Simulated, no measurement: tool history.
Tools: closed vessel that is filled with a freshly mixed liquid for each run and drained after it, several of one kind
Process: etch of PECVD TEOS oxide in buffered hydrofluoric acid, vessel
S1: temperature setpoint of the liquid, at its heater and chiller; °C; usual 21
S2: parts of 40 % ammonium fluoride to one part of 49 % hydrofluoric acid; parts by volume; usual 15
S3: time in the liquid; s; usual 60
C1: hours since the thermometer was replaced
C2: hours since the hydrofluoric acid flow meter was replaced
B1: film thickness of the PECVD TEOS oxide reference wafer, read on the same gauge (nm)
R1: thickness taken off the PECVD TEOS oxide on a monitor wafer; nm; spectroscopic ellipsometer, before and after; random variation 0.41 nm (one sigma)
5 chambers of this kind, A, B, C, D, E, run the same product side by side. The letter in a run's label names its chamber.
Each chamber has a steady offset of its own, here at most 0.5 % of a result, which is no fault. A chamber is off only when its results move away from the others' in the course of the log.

run   hour  S1    S2  S3      C1      C2      B1      R1
 1B      3  21    15  60   422.3     258     130  63.241
 2A    6.4  21    15  60   412.9    23.2  129.99  64.361
 3C   12.2  21    15  60  1630.2    38.4  130.02   63.91
 4D   17.2  21    15  60   402.7   251.3  130.03   64.13
 5E   23.7  21    15  60    2300  1470.3  129.98  63.962
 6D   26.9  21    15  60   412.4     261  129.98  63.423
 7E   30.7  21    15  60    2307  1477.3  129.96  63.957
 8C   33.9  21    15  60  1651.9    60.1  129.98   63.68
 9B   38.3  21    15  60   457.6   293.3     130  63.765
10A   43.5  21    15  60     450    60.3  130.02  63.495
11A   48.9  21    15  60   455.4    65.7  130.01  64.224
12D   54.8  17  18.5  60   440.3   288.9     130   41.58
13B   59.6  17  18.5  60   478.9   314.6  129.96  42.171
14C   65.5  17  18.5  60  1683.5    91.7  130.02  42.029
15E   69.6  17  18.5  60  2345.9  1516.2  129.98  41.313
16C   75.1  17  18.5  60  1693.1   101.3  130.02  42.308
17B   79.1  21    15  60   498.4   334.1  129.99  66.393
18A   82.5  21    15  60     489    99.3     130  64.007
19D   87.8  21    15  60   473.3   321.9  130.02  63.215
20E   91.1  21    15  60  2367.4  1537.7     130  64.191
21E   96.7  21    15  60    2373  1543.3     130   64.59
22C  102.8  21    15  60  1720.8     129  129.99  63.561
23B  107.8  21    15  60   527.1   362.8  129.99  67.026
     111.2  -- chamber E: thermometer replaced
24A  113.7  21    15  60   520.2   130.5  129.97   63.29
25D  119.6  21    15  60   505.1   353.7     130  64.444
26A    124  21    15  90   530.5   140.8  130.02  94.945
27C  130.4  21    15  90  1748.4   156.6  130.01  94.616
28B    136  21    15  90   555.3     391  130.03  100.97
29E    139  21    15  90    27.9  1585.6  130.03  96.527
30D  144.2  21    15  90   529.7   378.3  130.01  96.649
31E  150.1  21    15  60      39  1596.7  129.98  63.796

Is one chamber off against the others, does the gauge drift, or is nothing wrong? If a chamber is off, say which, and what the likeliest cause is.

Chamber B drifts away from the others.
Cause: hydrofluoric acid flow above the setpoint (%) = 8.39.
The log may not tell that from: liquid hotter than its thermometer reads (K).

Here are 4 candidates for chamber B's next run, each the usual settings with a change, their results left as question marks. Which one brings its results back in line with what the others give on the usual settings?
In line means no further than this from the other chambers' mean on the usual settings: R1 1.5 nm
32B-1  154.7  21.5  14  65               ?
32B-2  154.7    21  15  65               ?
32B-3  154.7    20  17  60               ?
32B-4  154.7  20.5  16  60               ?

The other chambers' mean on the usual settings: R1 63.774 nm
  run      R1
32B-1  82.466
32B-2  74.972
32B-3  57.908
32B-4  63.207
32B-4 brings the chamber back in line.

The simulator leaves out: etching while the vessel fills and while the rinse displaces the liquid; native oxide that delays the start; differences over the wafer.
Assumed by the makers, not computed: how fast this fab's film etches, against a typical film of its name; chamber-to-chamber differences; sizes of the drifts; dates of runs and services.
